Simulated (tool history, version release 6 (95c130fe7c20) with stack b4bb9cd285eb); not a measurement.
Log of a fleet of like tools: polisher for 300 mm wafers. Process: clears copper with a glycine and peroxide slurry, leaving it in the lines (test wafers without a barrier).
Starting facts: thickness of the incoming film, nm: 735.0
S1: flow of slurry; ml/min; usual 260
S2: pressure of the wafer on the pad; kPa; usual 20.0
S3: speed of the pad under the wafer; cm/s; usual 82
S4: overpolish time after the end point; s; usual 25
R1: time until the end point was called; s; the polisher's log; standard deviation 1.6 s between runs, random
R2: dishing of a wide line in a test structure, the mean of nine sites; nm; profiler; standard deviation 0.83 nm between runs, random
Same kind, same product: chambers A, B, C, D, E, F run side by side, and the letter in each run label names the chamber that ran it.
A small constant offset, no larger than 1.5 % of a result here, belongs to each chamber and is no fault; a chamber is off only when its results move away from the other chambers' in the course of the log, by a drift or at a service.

run   hour   S1    S2  S3  S4      R1      R2
 1E    4.2  260  20.0  82  25  178.82  43.499
 2B    9.4  260  20.0  82  25  179.26  43.749
 3F   13.6  260  20.0  82  25  180.27  42.347
      15.2  -- chamber B: head pressure recalibrated
 4A   19.0  260  20.0  82  25  178.61  41.845
 5C   23.0  260  20.0  82  25  178.98  42.141
 6D   27.5  260  20.0  82  25  177.80  43.299
      29.2  -- chamber F: worn pad replaced by a new one
 7B   30.3  260  13.8  82  32  242.99  41.198
 8F   34.2  260  13.8  82  32  236.36  42.194
 9C   37.1  260  13.8  82  32  237.28  41.904
      39.7  -- chamber B: worn pad replaced by a new one
10D   40.4  260  13.8  82  32  244.80  42.907
      42.8  -- chamber A: head pressure recalibrated
      44.2  -- chamber D: head pressure recalibrated
11A   46.0  260  13.8  82  32  238.25  41.227
12E   49.6  260  13.8  82  32  239.27  43.223
13A   55.6  260  20.0  82  25  177.42  43.735
      58.5  -- chamber A: worn pad replaced by a new one
14B   61.7  260  20.0  82  25  179.81  43.212
15C   66.2  260  20.0  82  25  179.67  42.460
16F   70.7  260  14.5  82  25  231.75  37.891
17E   74.5  260  14.5  82  25  231.18  38.678
18D   77.9  260  14.5  82  25  227.90  38.053
19C   81.2  260  14.5  82  25  235.87  36.309
20B   85.3  260  14.5  82  25  233.08  37.021
21F   89.7  260  14.5  82  25  229.98  38.320
22E   94.6  260  20.0  82  25  179.80  42.160
      96.1  -- chamber B: worn pad replaced by a new one
23A   98.4  260  20.0  82  25  177.33  43.698
      98.6  -- chamber F: worn pad replaced by a new one
24D  103.0  260  20.0  82  25  181.07  43.545
     103.8  -- chamber D: worn pad replaced by a new one
25A  106.7  260  20.0  82  25  180.04  42.948
26E  112.8  325  20.0  66  25  209.85  40.557
27C  116.9  325  20.0  66  25  215.85  39.534
     119.6  -- chamber E: worn pad replaced by a new one
28F  121.6  325  20.0  66  25  208.82  39.316
29B  125.7  325  20.0  66  25  212.09  40.770
30D  128.4  325  20.0  66  25  206.44  40.363
31F  131.2  325  20.0  66  25  206.94  38.260
32C  137.0  260  20.0  82  25  192.32  41.351
33D  140.6  260  20.0  82  19  180.46  36.815
     144.6  -- chamber A: worn pad replaced by a new one
34B  146.1  260  20.0  82  19  182.48  36.926
35A  151.2  260  20.0  82  19  180.09  36.445
36E  156.6  260  20.0  82  19  178.41  37.408
37E  162.7  260  20.0  82  19  178.29  37.450

The same settings go to every chamber for the next run, one line per chamber below. Forecast the results for each:
38A  167.2  260  20.0  82  25   ?   ?
38B  167.2  260  20.0  82  25   ?   ?
38C  167.2  260  20.0  82  25   ?   ?
38D  167.2  260  20.0  82  25   ?   ?
38E  167.2  260  20.0  82  25   ?   ?
38F  167.2  260  20.0  82  25   ?   ?

run      R1      R2
38A  178.73  42.711
38B  185.41  43.417
38C  197.30  41.477
38D  180.28  41.885
38E  180.29  42.560
38F  178.51  42.148

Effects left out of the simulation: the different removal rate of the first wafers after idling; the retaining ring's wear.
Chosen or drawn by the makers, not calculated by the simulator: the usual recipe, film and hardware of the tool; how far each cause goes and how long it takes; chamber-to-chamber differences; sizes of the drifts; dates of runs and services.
